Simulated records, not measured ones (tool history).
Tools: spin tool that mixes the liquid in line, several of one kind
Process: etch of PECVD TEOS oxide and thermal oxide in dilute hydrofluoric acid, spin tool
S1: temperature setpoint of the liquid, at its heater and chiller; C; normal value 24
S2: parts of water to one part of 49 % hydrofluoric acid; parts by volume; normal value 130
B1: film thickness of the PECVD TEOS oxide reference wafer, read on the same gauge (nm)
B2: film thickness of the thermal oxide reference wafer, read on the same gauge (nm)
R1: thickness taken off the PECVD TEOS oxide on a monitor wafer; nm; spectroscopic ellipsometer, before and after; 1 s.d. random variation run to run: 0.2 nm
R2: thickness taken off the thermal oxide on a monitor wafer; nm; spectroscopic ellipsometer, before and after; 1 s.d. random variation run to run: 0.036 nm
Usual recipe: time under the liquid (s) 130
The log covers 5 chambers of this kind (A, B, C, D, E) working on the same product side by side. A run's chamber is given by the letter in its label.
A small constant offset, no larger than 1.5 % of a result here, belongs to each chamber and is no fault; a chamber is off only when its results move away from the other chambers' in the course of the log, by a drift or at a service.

{"run": "1E", "hour": 3.3, "S1": 24, "S2": 130, "time under the liquid (s)": 130, "B1": 80.031, "B2": 59.956, "R1": 27.613, "R2": 4.7362}
{"run": "2A", "hour": 11.0, "S1": 24, "S2": 130, "time under the liquid (s)": 130, "B1": 79.961, "B2": 59.992, "R1": 27.241, "R2": 4.7683}
{"run": "3B", "hour": 18.5, "S1": 24, "S2": 130, "time under the liquid (s)": 130, "B1": 80.007, "B2": 60.003, "R1": 27.34, "R2": 4.7726}
{"run": "4C", "hour": 25.6, "S1": 24, "S2": 130, "time under the liquid (s)": 130, "B1": 80.042, "B2": 60.031, "R1": 27.904, "R2": 4.7624}
{"run": "5D", "hour": 29.9, "S1": 24, "S2": 130, "time under the liquid (s)": 130, "B1": 80.028, "B2": 60.049, "R1": 27.066, "R2": 4.7793}
{"run": "6C", "hour": 33.9, "S1": 24, "S2": 130, "time under the liquid (s)": 130, "B1": 80.015, "B2": 60.022, "R1": 27.392, "R2": 4.7798}
{"run": "7A", "hour": 39.3, "S1": 24, "S2": 130, "time under the liquid (s)": 130, "B1": 79.988, "B2": 60.006, "R1": 27.274, "R2": 4.866}
{"run": "8D", "hour": 44.2, "S1": 24, "S2": 130, "time under the liquid (s)": 130, "B1": 80.01, "B2": 60.025, "R1": 27.414, "R2": 4.7606}
{"run": "9E", "hour": 50.3, "S1": 24, "S2": 130, "time under the liquid (s)": 130, "B1": 80.013, "B2": 59.999, "R1": 27.255, "R2": 4.7573}
{"run": "10B", "hour": 54.4, "S1": 24, "S2": 130, "time under the liquid (s)": 130, "B1": 80.011, "B2": 59.961, "R1": 27.338, "R2": 4.7813}
{"run": "11C", "hour": 60.0, "S1": 24, "S2": 130, "time under the liquid (s)": 130, "B1": 79.978, "B2": 60.039, "R1": 27.407, "R2": 4.8102}
{"run": "12B", "hour": 67.3, "S1": 24, "S2": 130, "time under the liquid (s)": 130, "B1": 79.989, "B2": 60.026, "R1": 27.322, "R2": 4.7904}
{"run": "13A", "hour": 73.1, "S1": 24, "S2": 130, "time under the liquid (s)": 130, "B1": 80.015, "B2": 60.007, "R1": 27.103, "R2": 4.8721}
{"run": "14E", "hour": 77.3, "S1": 26.5, "S2": 190, "time under the liquid (s)": 130, "B1": 79.977, "B2": 60.048, "R1": 18.756, "R2": 3.3364}
{"run": "15D", "hour": 82.7, "S1": 26.5, "S2": 190, "time under the liquid (s)": 130, "B1": 80.009, "B2": 60.002, "R1": 19.501, "R2": 3.3511}
{"run": "16D", "hour": 88.1, "S1": 26.5, "S2": 190, "time under the liquid (s)": 130, "B1": 79.974, "B2": 60.036, "R1": 19.223, "R2": 3.3692}
{"run": "17E", "hour": 91.5, "S1": 26.5, "S2": 190, "time under the liquid (s)": 130, "B1": 79.992, "B2": 59.998, "R1": 19.201, "R2": 3.3047}
{"run": "18C", "hour": 95.7, "S1": 26.5, "S2": 190, "time under the liquid (s)": 130, "B1": 80.016, "B2": 60.046, "R1": 19.43, "R2": 3.3573}
{"hour": 96.1, "done": "chamber D: hydrofluoric acid flow meter replaced"}
{"run": "19A", "hour": 99.7, "S1": 24, "S2": 130, "time under the liquid (s)": 130, "B1": 80.01, "B2": 60.064, "R1": 27.561, "R2": 4.8431}
{"run": "20B", "hour": 103.2, "S1": 24, "S2": 105, "time under the liquid (s)": 75, "B1": 79.976, "B2": 59.97, "R1": 20.122, "R2": 3.5517}
{"run": "21C", "hour": 108.8, "S1": 24, "S2": 105, "time under the liquid (s)": 75, "B1": 79.985, "B2": 59.978, "R1": 20.409, "R2": 3.5574}
{"run": "22B", "hour": 112.9, "S1": 24, "S2": 105, "time under the liquid (s)": 75, "B1": 80.022, "B2": 59.973, "R1": 19.996, "R2": 3.5791}
{"run": "23A", "hour": 117.0, "S1": 24, "S2": 105, "time under the liquid (s)": 75, "B1": 80.01, "B2": 59.993, "R1": 20.158, "R2": 3.5848}
{"hour": 122.1, "done": "chamber A: hydrofluoric acid flow meter replaced"}
{"run": "24E", "hour": 122.5, "S1": 24, "S2": 105, "time under the liquid (s)": 75, "B1": 80.018, "B2": 60.038, "R1": 19.893, "R2": 3.5159}
{"run": "25D", "hour": 128.7, "S1": 24, "S2": 130, "time under the liquid (s)": 130, "B1": 80.013, "B2": 60.021, "R1": 27.621, "R2": 4.7988}
{"run": "26A", "hour": 136.0, "S1": 24, "S2": 130, "time under the liquid (s)": 130, "B1": 79.997, "B2": 60.025, "R1": 27.413, "R2": 4.8}
{"run": "27E", "hour": 143.4, "S1": 20, "S2": 130, "time under the liquid (s)": 130, "B1": 79.971, "B2": 60.032, "R1": 23.25, "R2": 4.1323}
{"run": "28C", "hour": 150.3, "S1": 20, "S2": 130, "time under the liquid (s)": 130, "B1": 79.98, "B2": 59.962, "R1": 23.292, "R2": 4.1485}
{"hour": 153.4, "done": "chamber C: thermometer replaced"}
{"run": "29D", "hour": 154.6, "S1": 20, "S2": 130, "time under the liquid (s)": 130, "B1": 80.007, "B2": 59.996, "R1": 23.456, "R2": 4.1414}
{"run": "30B", "hour": 161.3, "S1": 20, "S2": 130, "time under the liquid (s)": 130, "B1": 79.988, "B2": 59.968, "R1": 23.375, "R2": 4.0713}
{"run": "31C", "hour": 166.5, "S1": 20, "S2": 130, "time under the liquid (s)": 130, "B1": 79.982, "B2": 60.018, "R1": 23.339, "R2": 4.1194}
{"run": "32B", "hour": 172.2, "S1": 24, "S2": 130, "time under the liquid (s)": 130, "B1": 79.983, "B2": 59.938, "R1": 27.602, "R2": 4.8452}
{"run": "33A", "hour": 179.9, "S1": 24, "S2": 130, "time under the liquid (s)": 130, "B1": 80.004, "B2": 60.013, "R1": 27.382, "R2": 4.8399}
{"run": "34D", "hour": 186.0, "S1": 22.5, "S2": 130, "time under the liquid (s)": 160, "B1": 79.993, "B2": 59.963, "R1": 31.873, "R2": 5.5833}
{"run": "35E", "hour": 190.7, "S1": 22.5, "S2": 130, "time under the liquid (s)": 160, "B1": 79.976, "B2": 59.965, "R1": 31.63, "R2": 5.5306}
{"run": "36A", "hour": 196.4, "S1": 22.5, "S2": 130, "time under the liquid (s)": 160, "B1": 79.992, "B2": 60, "R1": 31.86, "R2": 5.6678}
{"run": "37E", "hour": 201.2, "S1": 22.5, "S2": 130, "time under the liquid (s)": 160, "B1": 79.989, "B2": 60.004, "R1": 31.667, "R2": 5.4888}
{"run": "38B", "hour": 206.6, "S1": 22.5, "S2": 130, "time under the liquid (s)": 160, "B1": 80.009, "B2": 59.988, "R1": 31.972, "R2": 5.593}
{"run": "39C", "hour": 211.0, "S1": 24, "S2": 130, "time under the liquid (s)": 130, "B1": 79.988, "B2": 59.923, "R1": 27.14, "R2": 4.7674}
{"run": "40D", "hour": 217.2, "S1": 24, "S2": 130, "time under the liquid (s)": 130, "B1": 80.024, "B2": 60.017, "R1": 27.418, "R2": 4.8228}
{"run": "41D", "hour": 221.4, "S1": 24, "S2": 130, "time under the liquid (s)": 130, "B1": 80.052, "B2": 60.015, "R1": 27.578, "R2": 4.8429}
{"run": "42B", "hour": 226.3, "S1": 24, "S2": 130, "time under the liquid (s)": 130, "B1": 80.042, "B2": 59.996, "R1": 27.905, "R2": 4.8763}

Each of the 5 chambers runs these same settings next. Fill in every chamber's results:
{"run": "43A", "hour": 231.9, "S1": 20, "S2": 130, "time under the liquid (s)": 130, "R1": "?", "R2": "?"}
{"run": "43B", "hour": 231.9, "S1": 20, "S2": 130, "time under the liquid (s)": 130, "R1": "?", "R2": "?"}
{"run": "43C", "hour": 231.9, "S1": 20, "S2": 130, "time under the liquid (s)": 130, "R1": "?", "R2": "?"}
{"run": "43D", "hour": 231.9, "S1": 20, "S2": 130, "time under the liquid (s)": 130, "R1": "?", "R2": "?"}
{"run": "43E", "hour": 231.9, "S1": 20, "S2": 130, "time under the liquid (s)": 130, "R1": "?", "R2": "?"}

run=43A R1=23.58 R2=4.1048
run=43B R1=23.189 R2=4.1007
run=43C R1=23.45 R2=4.0934
run=43D R1=23.293 R2=4.1396
run=43E R1=22.885 R2=4.1026
